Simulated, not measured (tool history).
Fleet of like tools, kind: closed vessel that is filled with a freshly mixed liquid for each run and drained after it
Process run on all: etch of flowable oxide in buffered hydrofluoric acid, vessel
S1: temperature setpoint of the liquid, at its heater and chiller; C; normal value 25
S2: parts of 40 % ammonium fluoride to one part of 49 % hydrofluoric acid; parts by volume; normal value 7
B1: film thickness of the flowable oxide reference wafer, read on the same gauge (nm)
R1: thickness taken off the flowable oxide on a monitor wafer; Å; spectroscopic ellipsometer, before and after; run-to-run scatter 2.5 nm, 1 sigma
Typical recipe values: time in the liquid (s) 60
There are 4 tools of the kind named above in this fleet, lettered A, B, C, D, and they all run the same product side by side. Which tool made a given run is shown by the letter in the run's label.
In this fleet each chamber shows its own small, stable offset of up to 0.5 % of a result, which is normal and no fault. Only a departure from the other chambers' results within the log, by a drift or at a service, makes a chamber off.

Run 1D, hour 9.2: usual settings; B1 109.98. Result: R1 4094.9 Å.
Run 2C, hour 20.0: usual settings; B1 110.02. Result: R1 4054.6 Å.
Run 3A, hour 30.2: usual settings; B1 110.00. Result: R1 4086.5 Å.
Run 4B, hour 38.6: usual settings; B1 109.98. Result: R1 4094.0 Å.
Run 5A, hour 48.5: usual settings; B1 109.99. Result: R1 4028.2 Å.
Run 6D, hour 59.8: usual settings; B1 110.02. Result: R1 4054.3 Å.
Run 7B, hour 71.5: usual settings; B1 109.98. Result: R1 4106.3 Å.
Run 8C, hour 78.1: usual settings; B1 110.00. Result: R1 4103.6 Å.
Run 9B, hour 85.3: usual settings; B1 110.02. Result: R1 4087.8 Å.
Run 10D, hour 90.9: usual settings; B1 110.02. Result: R1 4067.6 Å.
Run 11A, hour 96.0: usual settings; B1 110.01. Result: R1 4106.5 Å.
Run 12C, hour 103.0: usual settings; B1 110.02. Result: R1 4121.3 Å.
Run 13A, hour 111.4: usual settings; B1 110.00. Result: R1 4090.0 Å.
Run 14C, hour 122.9: usual settings; B1 110.01. Result: R1 4065.0 Å.
Run 15D, hour 132.2: usual settings; B1 109.99. Result: R1 4084.1 Å.
Run 16B, hour 143.7: usual settings; B1 109.98. Result: R1 4071.3 Å.
Run 17C, hour 152.7: usual settings; B1 110.00. Result: R1 4074.9 Å.
Run 18D, hour 164.2: usual settings; B1 110.00. Result: R1 4083.7 Å.
Run 19A, hour 175.9: usual settings; B1 109.99. Result: R1 4184.9 Å.
Run 20B, hour 185.3: usual settings; B1 110.01. Result: R1 4109.2 Å.
Run 21B, hour 194.5: usual settings; B1 110.02. Result: R1 4049.1 Å.
Run 22A, hour 199.9: usual settings; B1 110.00. Result: R1 4183.5 Å.
Run 23D, hour 206.5: usual settings; B1 110.00. Result: R1 4094.2 Å.
Run 24C, hour 214.4: usual settings but S2 5 parts by volume; B1 109.99. Result: R1 5344.2 Å.
At hour 217.8: chamber D: hydrofluoric acid flow meter replaced.
Run 25D, hour 221.5: usual settings but S2 5 parts by volume; B1 110.00. Result: R1 5480.6 Å.
Run 26A, hour 229.3: usual settings but S2 5 parts by volume; B1 110.03. Result: R1 5605.9 Å.
At hour 234.9: chamber B: thermometer replaced.
Run 27B, hour 239.5: usual settings but S2 5 parts by volume; B1 109.98. Result: R1 5410.2 Å.
Run 28C, hour 248.3: usual settings; B1 110.00. Result: R1 4085.3 Å.
Run 29D, hour 254.5: usual settings; B1 110.02. Result: R1 4077.6 Å.
Run 30B, hour 263.2: usual settings; B1 110.02. Result: R1 4105.0 Å.
Run 31A, hour 269.2: usual settings; B1 110.01. Result: R1 4260.9 Å.
Run 32C, hour 274.8: usual settings; B1 110.01. Result: R1 4075.8 Å.
Run 33A, hour 280.6: usual settings; B1 109.98. Result: R1 4231.3 Å.
Run 34D, hour 288.8: usual settings; B1 110.00. Result: R1 4129.7 Å.
Run 35C, hour 299.7: usual settings; B1 109.99. Result: R1 4078.9 Å.
Run 36B, hour 309.4: usual settings; B1 109.99. Result: R1 4072.2 Å.
Run 37B, hour 320.5: usual settings; B1 110.02. Result: R1 4061.3 Å.
Run 38C, hour 330.6: usual settings; B1 110.02. Result: R1 4044.1 Å.
Run 39A, hour 341.0: usual settings; B1 110.00. Result: R1 4336.1 Å.
Run 40D, hour 347.7: usual settings; B1 110.01. Result: R1 4128.8 Å.

What goes on in this fleet: one chamber off, a drifting gauge, or nothing beyond the chambers' own small offsets? Name the chamber and the cause, if any.

It is chamber A that slowly wanders off from its peers.
Cause: liquid hotter than its thermometer reads (K) = 1.05.
It could be hard to tell apart here from: hydrofluoric acid flow above the setpoint (%).

Below are 4 candidate recipes for chamber A's next run, each the usual settings with a change, their results shown as question marks. Which of them brings A's results back in line with what the other chambers give on the usual settings?
In line here means within this much of the mean the other chambers give on the usual settings: R1 88.0 Å
Run 41A-1, hour 356.1: usual settings but S1 25.5 C. Result: R1 ?.
Run 41A-2, hour 356.1: usual settings but S1 24.5 C. Result: R1 ?.
Run 41A-3, hour 356.1: usual settings but S1 24.0 C. Result: R1 ?.
Run 41A-4, hour 356.1: usual settings but S2 6.5 parts by volume. Result: R1 ?.

What the other chambers average on the usual settings: R1 4082.7 Å
  run      R1
41A-1  4446.4
41A-2  4213.9
41A-3  4103.9
41A-4  4618.5
The answer is 41A-3, which returns the chamber to within the allowed miss of the others.
